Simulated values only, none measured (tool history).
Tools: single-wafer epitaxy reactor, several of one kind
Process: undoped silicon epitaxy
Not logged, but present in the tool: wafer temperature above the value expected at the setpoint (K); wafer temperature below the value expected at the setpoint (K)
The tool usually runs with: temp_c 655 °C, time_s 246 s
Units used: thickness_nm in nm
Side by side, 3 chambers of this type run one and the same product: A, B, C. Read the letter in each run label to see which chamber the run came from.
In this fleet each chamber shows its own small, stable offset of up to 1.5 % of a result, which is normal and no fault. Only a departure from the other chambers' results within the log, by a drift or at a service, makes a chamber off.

run	hour	temp_c	time_s	hours since the last pyrometer calibration	read-back reference wafer on the same gauge, thickness_nm	thickness_nm
1C	3.1	655	246	548.2	54.817	46.52
2B	7.5	655	246	615.3	54.848	45.392
3A	10.1	655	246	464.5	55.041	45.961
4A	12.7	655	246	467.1	54.917	46.451
5C	14.9	655	246	560	54.897	46.689
6B	17.9	655	270	625.7	54.907	49.84
7A	20.8	655	270	475.2	54.902	50.538
8C	23.1	655	270	568.2	54.931	50.84
9B	27.4	655	246	635.2	54.943	45.144
10A	30.5	655	246	484.9	54.854	45.744
11B	34.5	655	246	642.3	54.871	45.405
12C	37.8	655	246	582.9	54.843	46.573
13B	41.3	655	246	649.1	54.933	45.355
14C	45.5	665	246	590.6	54.926	57.633
15A	48.1	665	246	502.5	55.004	57.91
16A	51.7	665	246	506.1	54.873	57.383
17B	55.9	655	246	663.7	54.85	45.602
18C	59.9	655	246	605	54.878	45.79
19B	64.6	655	246	672.4	54.953	45.013
20A	68.8	655	246	523.2	54.841	46.633
21C	72.2	655	246	617.3	54.859	46.286
22A	76.3	655	246	530.7	54.987	46.244
23B	80.4	655	246	688.2	54.932	44.888
24C	84.8	655	246	629.9	55.026	46.306
25C	87.7	655	246	632.8	54.947	46.288
26A	91.3	648	246	545.7	54.929	39.761
27B	94.1	648	246	701.9	54.852	38.931
28B	96.8	648	246	704.6	54.948	38.961
29C	101.1	655	246	646.2	54.888	46.743
30A	103.9	655	246	558.3	54.963	46.173
31B	107.7	655	246	715.5	54.96	45.452
32A	110.1	655	246	564.5	55.004	46.109
33C	114.3	655	246	659.4	54.857	46.188
34C	119.1	666	246	664.2	54.921	58.296
35A	122.2	666	246	576.6	54.999	57.888
36B	125	666	246	732.8	54.859	57.097
37A	129.4	655	246	583.8	54.896	46.396
38C	133.4	655	246	678.5	54.941	46.614
39B	137.5	655	246	745.3	54.898	45.851
40B	141	655	246	748.8	54.941	45.63
41A	144	655	246	598.4	54.918	46.424

Read the log: is a single chamber off, either drifting away or since a service, is the gauge that measures every chamber drifting, or is nothing wrong beyond small per-chamber offsets? Name any odd chamber and what most likely caused it.

No chamber stands off beyond its own small offset, and the gauge holds steady.
